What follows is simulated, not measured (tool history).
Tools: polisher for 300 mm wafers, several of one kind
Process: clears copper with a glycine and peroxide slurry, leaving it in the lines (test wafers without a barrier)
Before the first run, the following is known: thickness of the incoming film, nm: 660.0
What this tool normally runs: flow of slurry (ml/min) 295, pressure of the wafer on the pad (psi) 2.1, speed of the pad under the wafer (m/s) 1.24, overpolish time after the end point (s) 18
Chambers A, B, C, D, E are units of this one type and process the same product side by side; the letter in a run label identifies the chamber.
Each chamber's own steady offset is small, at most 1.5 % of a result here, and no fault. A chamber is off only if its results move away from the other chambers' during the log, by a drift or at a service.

| run | day | flow of slurry (ml/min) | pressure of the wafer on the pad (psi) | speed of the pad under the wafer (m/s) | overpolish time after the end point (s) | time until the end point was called (s) | dishing of a wide line in a test structure (nm) |
|---|---|---|---|---|---|---|---|
|  | 0.088 | chamber D: worn pad replaced by a new one |
| 1D | 0.254 | 295 | 2.1 | 1.24 | 18 | 139.36 | 36.794 |
| 2E | 0.596 | 295 | 2.1 | 1.24 | 18 | 140.54 | 36.515 |
| 3C | 0.904 | 295 | 2.1 | 1.24 | 18 | 141.55 | 36.21 |
| 4B | 1.071 | 295 | 2.1 | 1.24 | 18 | 139.18 | 36.145 |
| 5A | 1.279 | 295 | 2.1 | 1.24 | 18 | 137.79 | 38.046 |
|  | 1.333 | chamber E: slurry nozzle cleaned |
|  | 1.346 | chamber A: worn pad replaced by a new one |
|  | 1.438 | chamber E: head pressure recalibrated |
| 6B | 1.575 | 295 | 2.1 | 1.24 | 18 | 140.21 | 36.974 |
| 7E | 1.904 | 295 | 2.1 | 1.24 | 18 | 138.51 | 37.658 |
|  | 1.929 | chamber E: worn pad replaced by a new one |
| 8C | 2.062 | 295 | 2.1 | 1.66 | 18 | 109.67 | 38.259 |
|  | 2.1 | chamber C: worn pad replaced by a new one |
| 9D | 2.254 | 295 | 2.1 | 1.66 | 18 | 111.1 | 39.958 |
| 10A | 2.475 | 295 | 2.1 | 1.66 | 18 | 104.07 | 40.167 |
| 11D | 2.767 | 295 | 2.1 | 1.66 | 18 | 110.19 | 40.588 |
| 12A | 3.046 | 295 | 2.1 | 1.66 | 18 | 108.28 | 40.649 |
| 13E | 3.288 | 295 | 2.1 | 1.24 | 18 | 140.36 | 36.315 |
| 14C | 3.542 | 225 | 2.1 | 0.82 | 18 | 197.49 | 31.875 |
| 15B | 3.775 | 225 | 2.1 | 0.82 | 18 | 204.51 | 30.942 |
|  | 3.892 | chamber A: worn pad replaced by a new one |
|  | 3.967 | chamber A: head pressure recalibrated |
| 16D | 4.038 | 225 | 2.1 | 0.82 | 18 | 197.16 | 31.969 |
| 17E | 4.242 | 225 | 2.1 | 0.82 | 18 | 202.68 | 32.494 |
| 18B | 4.471 | 225 | 2.1 | 0.82 | 18 | 204.5 | 30.222 |
| 19C | 4.717 | 395 | 1.5 | 1.24 | 18 | 176 | 32.305 |
| 20A | 4.929 | 395 | 1.5 | 1.24 | 18 | 171.17 | 32.941 |
| 21E | 5.133 | 395 | 1.5 | 1.24 | 18 | 177.27 | 33.507 |
|  | 5.138 | chamber D: worn pad replaced by a new one |
| 22A | 5.292 | 395 | 1.5 | 1.24 | 18 | 176.35 | 33.758 |
| 23B | 5.546 | 395 | 1.5 | 1.24 | 18 | 182.08 | 32.144 |
| 24D | 5.888 | 295 | 2.1 | 1.24 | 18 | 138.5 | 37.701 |
|  | 5.988 | chamber A: worn pad replaced by a new one |
| 25C | 6.079 | 295 | 2.1 | 1.24 | 18 | 139.11 | 36.864 |
|  | 6.208 | chamber E: worn pad replaced by a new one |
| 26E | 6.275 | 295 | 2.1 | 1.24 | 24 | 140.58 | 40.632 |
| 27A | 6.608 | 295 | 2.1 | 1.24 | 24 | 136.37 | 42.863 |
| 28B | 6.929 | 295 | 2.1 | 1.24 | 24 | 146.27 | 40.794 |
| 29C | 7.129 | 295 | 2.1 | 1.24 | 24 | 140.47 | 42.096 |
| 30D | 7.408 | 295 | 2.1 | 1.24 | 24 | 138.59 | 40.412 |
|  | 7.658 | chamber C: worn pad replaced by a new one |
| 31E | 7.746 | 295 | 2.1 | 1.24 | 18 | 141.78 | 37.471 |
| 32B | 8.054 | 295 | 2.1 | 1.24 | 18 | 149.01 | 35.347 |
| 33C | 8.371 | 295 | 2.1 | 1.24 | 18 | 138.95 | 35.681 |
|  | 8.404 | chamber A: worn pad replaced by a new one |
| 34D | 8.683 | 295 | 2.1 | 1.24 | 18 | 141.18 | 36.581 |
| 35A | 8.925 | 295 | 2.1 | 1.24 | 18 | 136.29 | 36.755 |
| 36B | 9.079 | 295 | 2.1 | 1.24 | 18 | 150.11 | 35.883 |

Is one chamber out of step, is the gauge drifting, or do the chambers differ by no more than their own small offsets? For an off chamber, give its letter and the likeliest cause.

It is chamber B that slowly wanders off from its peers.
What lies behind it: removal rate lost through wear of the pad, % = 7.94.
The log may not separate it from: head's pressure below its setpoint, %.

Below are 4 candidate recipes for chamber B's next run, each the usual settings with a change, their results shown as question marks. Which of them brings B's results back in line with what the other chambers give on the usual settings?
In line means no further than this from the other chambers' mean on the usual settings: time until the end point was called (s) 6.1; dishing of a wide line in a test structure (nm) 2.3
| 37B-1 | 9.325 | 290 | 1.9 | 1.12 | 18 | ? | ? |
| 37B-2 | 9.325 | 295 | 2.2 | 1.3 | 18 | ? | ? |
| 37B-3 | 9.325 | 295 | 2 | 1.18 | 18 | ? | ? |
| 37B-4 | 9.325 | 300 | 2.3 | 1.36 | 18 | ? | ? |

Average result of the remaining chambers running the usual settings: time until the end point was called (s) 138.89; dishing of a wide line in a test structure (nm) 36.788
| run | time until the end point was called (s) | dishing of a wide line in a test structure (nm) |
|---|---|---|
| 37B-1 | 178.62 | 32.836 |
| 37B-2 | 140.1 | 36.476 |
| 37B-3 | 164.15 | 34.149 |
| 37B-4 | 129.69 | 37.533 |
It is 37B-2 that realigns the chamber with its peers.
